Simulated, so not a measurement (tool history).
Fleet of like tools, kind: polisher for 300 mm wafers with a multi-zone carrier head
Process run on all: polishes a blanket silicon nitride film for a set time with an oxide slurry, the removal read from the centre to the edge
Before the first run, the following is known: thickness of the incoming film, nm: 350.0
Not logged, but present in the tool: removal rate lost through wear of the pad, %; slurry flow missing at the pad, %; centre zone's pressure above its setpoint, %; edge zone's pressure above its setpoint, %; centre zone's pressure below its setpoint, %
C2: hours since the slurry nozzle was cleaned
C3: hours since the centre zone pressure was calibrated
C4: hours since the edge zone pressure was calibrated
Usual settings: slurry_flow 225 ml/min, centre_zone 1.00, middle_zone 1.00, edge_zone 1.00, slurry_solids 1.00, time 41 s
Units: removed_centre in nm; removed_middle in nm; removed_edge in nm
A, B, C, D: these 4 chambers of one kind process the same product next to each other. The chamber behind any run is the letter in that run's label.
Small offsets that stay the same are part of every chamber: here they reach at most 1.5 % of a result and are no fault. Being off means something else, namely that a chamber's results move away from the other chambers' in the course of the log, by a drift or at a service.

At hour 0.4: chamber A: worn pad replaced by a new one.
At hour 9.4: chamber C: centre zone pressure recalibrated.
Run 1B, hour 9.7: usual settings; wafers polished on this pad 144; C2 20.8; C3 585.4; C4 74.0. Result: removed_centre 24.669 nm, removed_middle 24.231 nm, removed_edge 24.101 nm.
Run 2D, hour 16.8: usual settings; wafers polished on this pad 349; C2 184.1; C3 502.3; C4 807.5. Result: removed_centre 24.116 nm, removed_middle 24.540 nm, removed_edge 24.702 nm.
Run 3C, hour 27.8: usual settings; wafers polished on this pad 545; C2 182.1; C3 18.5; C4 844.8. Result: removed_centre 24.370 nm, removed_middle 24.312 nm, removed_edge 24.764 nm.
Run 4A, hour 39.2: usual settings; wafers polished on this pad 319; C2 605.3; C3 1101.3; C4 433.0. Result: removed_centre 23.545 nm, removed_middle 24.229 nm, removed_edge 24.245 nm.
Run 5A, hour 49.6: usual settings but middle_zone 1.04, time 52 s; wafers polished on this pad 404; C2 615.7; C3 1111.7; C4 443.4. Result: removed_centre 30.591 nm, removed_middle 31.884 nm, removed_edge 31.351 nm.
Run 6B, hour 57.1: usual settings but middle_zone 1.04, time 52 s; wafers polished on this pad 533; C2 68.2; C3 632.8; C4 121.4. Result: removed_centre 31.072 nm, removed_middle 31.701 nm, removed_edge 30.285 nm.
Run 7D, hour 69.1: usual settings but middle_zone 1.04, time 52 s; wafers polished on this pad 779; C2 236.4; C3 554.6; C4 859.8. Result: removed_centre 30.806 nm, removed_middle 32.386 nm, removed_edge 30.724 nm.
Run 8C, hour 75.2: usual settings but middle_zone 1.04, time 52 s; wafers polished on this pad 935; C2 229.5; C3 65.9; C4 892.2. Result: removed_centre 31.092 nm, removed_middle 32.207 nm, removed_edge 31.013 nm.
At hour 79.9: chamber B: centre zone pressure recalibrated.
At hour 81.2: chamber D: slurry nozzle cleaned.
Run 9C, hour 81.2: usual settings; wafers polished on this pad 984; C2 235.5; C3 71.9; C4 898.2. Result: removed_centre 24.421 nm, removed_middle 24.526 nm, removed_edge 24.055 nm.
Run 10B, hour 86.8: usual settings; wafers polished on this pad 777; C2 97.9; C3 7.0; C4 151.1. Result: removed_centre 25.556 nm, removed_middle 24.206 nm, removed_edge 23.714 nm.
Run 11A, hour 92.3: usual settings but slurry_flow 295 ml/min, edge_zone 0.96; wafers polished on this pad 755; C2 658.4; C3 1154.4; C4 486.1. Result: removed_centre 25.013 nm, removed_middle 25.068 nm, removed_edge 23.927 nm.
At hour 100.3: chamber C: slurry nozzle cleaned.
Run 12D, hour 100.4: usual settings but slurry_flow 295 ml/min, edge_zone 0.96; wafers polished on this pad 1036; C2 19.2; C3 585.9; C4 891.1. Result: removed_centre 25.097 nm, removed_middle 25.193 nm, removed_edge 24.915 nm.
At hour 102.0: chamber A: worn pad replaced by a new one.
Run 13B, hour 111.7: usual settings but slurry_flow 295 ml/min, edge_zone 0.96; wafers polished on this pad 982; C2 122.8; C3 31.9; C4 176.0. Result: removed_centre 26.388 nm, removed_middle 24.638 nm, removed_edge 24.660 nm.
At hour 115.0: chamber B: worn pad replaced by a new one.
Run 14C, hour 120.9: usual settings but slurry_flow 295 ml/min, edge_zone 0.96; wafers polished on this pad 1310; C2 20.6; C3 111.6; C4 937.9. Result: removed_centre 25.531 nm, removed_middle 25.033 nm, removed_edge 23.889 nm.
At hour 126.1: chamber C: worn pad replaced by a new one.
Run 15D, hour 126.4: usual settings but centre_zone 0.90, edge_zone 1.10; wafers polished on this pad 1250; C2 45.2; C3 611.9; C4 917.1. Result: removed_centre 21.466 nm, removed_middle 24.664 nm, removed_edge 26.123 nm.
Run 16A, hour 137.0: usual settings but centre_zone 0.90, edge_zone 1.10; wafers polished on this pad 288; C2 703.1; C3 1199.1; C4 530.8. Result: removed_centre 21.362 nm, removed_middle 24.212 nm, removed_edge 25.536 nm.
At hour 139.9: chamber D: worn pad replaced by a new one.
Run 17C, hour 148.8: usual settings but centre_zone 0.90, edge_zone 1.10; wafers polished on this pad 187; C2 48.5; C3 139.5; C4 965.8. Result: removed_centre 21.826 nm, removed_middle 24.483 nm, removed_edge 25.222 nm.
Run 18B, hour 158.6: usual settings but centre_zone 0.90, edge_zone 1.10; wafers polished on this pad 358; C2 169.7; C3 78.8; C4 222.9. Result: removed_centre 23.304 nm, removed_middle 24.303 nm, removed_edge 25.332 nm.
Run 19A, hour 164.3: usual settings but centre_zone 0.90, edge_zone 0.90; wafers polished on this pad 512; C2 730.4; C3 1226.4; C4 558.1. Result: removed_centre 21.244 nm, removed_middle 24.399 nm, removed_edge 23.097 nm.
At hour 172.1: chamber B: slurry nozzle cleaned.
Run 20D, hour 172.2: usual settings but centre_zone 0.90, edge_zone 0.90; wafers polished on this pad 265; C2 91.0; C3 657.7; C4 962.9. Result: removed_centre 21.640 nm, removed_middle 24.690 nm, removed_edge 23.182 nm.
Run 21D, hour 178.5: usual settings but centre_zone 0.90, edge_zone 0.90; wafers polished on this pad 317; C2 97.3; C3 664.0; C4 969.2. Result: removed_centre 21.314 nm, removed_middle 24.277 nm, removed_edge 22.539 nm.
At hour 184.2: chamber A: slurry nozzle cleaned.
Run 22C, hour 184.6: usual settings but centre_zone 0.90, edge_zone 0.90; wafers polished on this pad 481; C2 84.3; C3 175.3; C4 1001.6. Result: removed_centre 21.595 nm, removed_middle 24.336 nm, removed_edge 22.950 nm.
Run 23B, hour 194.6: usual settings; wafers polished on this pad 654; C2 22.5; C3 114.8; C4 258.9. Result: removed_centre 25.880 nm, removed_middle 24.394 nm, removed_edge 24.767 nm.
Run 24A, hour 204.2: usual settings but slurry_flow 300 ml/min, centre_zone 0.89; wafers polished on this pad 840; C2 20.1; C3 1266.3; C4 598.0. Result: removed_centre 21.755 nm, removed_middle 25.366 nm, removed_edge 24.804 nm.
At hour 212.0: chamber A: worn pad replaced by a new one.
Run 25C, hour 216.0: usual settings but slurry_flow 300 ml/min, centre_zone 0.89; wafers polished on this pad 739; C2 115.7; C3 206.7; C4 1033.0. Result: removed_centre 22.547 nm, removed_middle 25.252 nm, removed_edge 25.274 nm.
Run 26B, hour 224.2: usual settings but slurry_flow 300 ml/min, centre_zone 0.89; wafers polished on this pad 897; C2 52.1; C3 144.4; C4 288.5. Result: removed_centre 23.625 nm, removed_middle 24.537 nm, removed_edge 24.258 nm.
At hour 232.0: chamber A: centre zone pressure recalibrated.
Run 27D, hour 232.8: usual settings but slurry_flow 300 ml/min, centre_zone 0.89; wafers polished on this pad 763; C2 151.6; C3 718.3; C4 1023.5. Result: removed_centre 22.366 nm, removed_middle 25.437 nm, removed_edge 24.952 nm.
Run 28A, hour 243.2: usual settings but slurry_flow 295 ml/min, edge_zone 1.04; wafers polished on this pad 256; C2 59.1; C3 11.2; C4 637.0. Result: removed_centre 24.741 nm, removed_middle 25.208 nm, removed_edge 24.962 nm.
At hour 244.4: chamber B: worn pad replaced by a new one.
Run 29B, hour 249.1: usual settings but slurry_flow 295 ml/min, edge_zone 1.04; wafers polished on this pad 39; C2 77.0; C3 169.3; C4 313.4. Result: removed_centre 26.708 nm, removed_middle 25.215 nm, removed_edge 25.180 nm.

All 4 chambers run these settings next. Forecast each chamber's results:
Run 30A, hour 257.8: usual settings but slurry_solids 1.15. Result: removed_centre ?, removed_middle ?, removed_edge ?.
Run 30B, hour 257.8: usual settings but slurry_solids 1.15. Result: removed_centre ?, removed_middle ?, removed_edge ?.
Run 30C, hour 257.8: usual settings but slurry_solids 1.15. Result: removed_centre ?, removed_middle ?, removed_edge ?.
Run 30D, hour 257.8: usual settings but slurry_solids 1.15. Result: removed_centre ?, removed_middle ?, removed_edge ?.

run  removed_centre  removed_middle  removed_edge
30A          25.279          26.083        26.413
30B          27.574          25.687        26.280
30C          25.694          26.209        25.540
30D          25.466          26.002        25.962

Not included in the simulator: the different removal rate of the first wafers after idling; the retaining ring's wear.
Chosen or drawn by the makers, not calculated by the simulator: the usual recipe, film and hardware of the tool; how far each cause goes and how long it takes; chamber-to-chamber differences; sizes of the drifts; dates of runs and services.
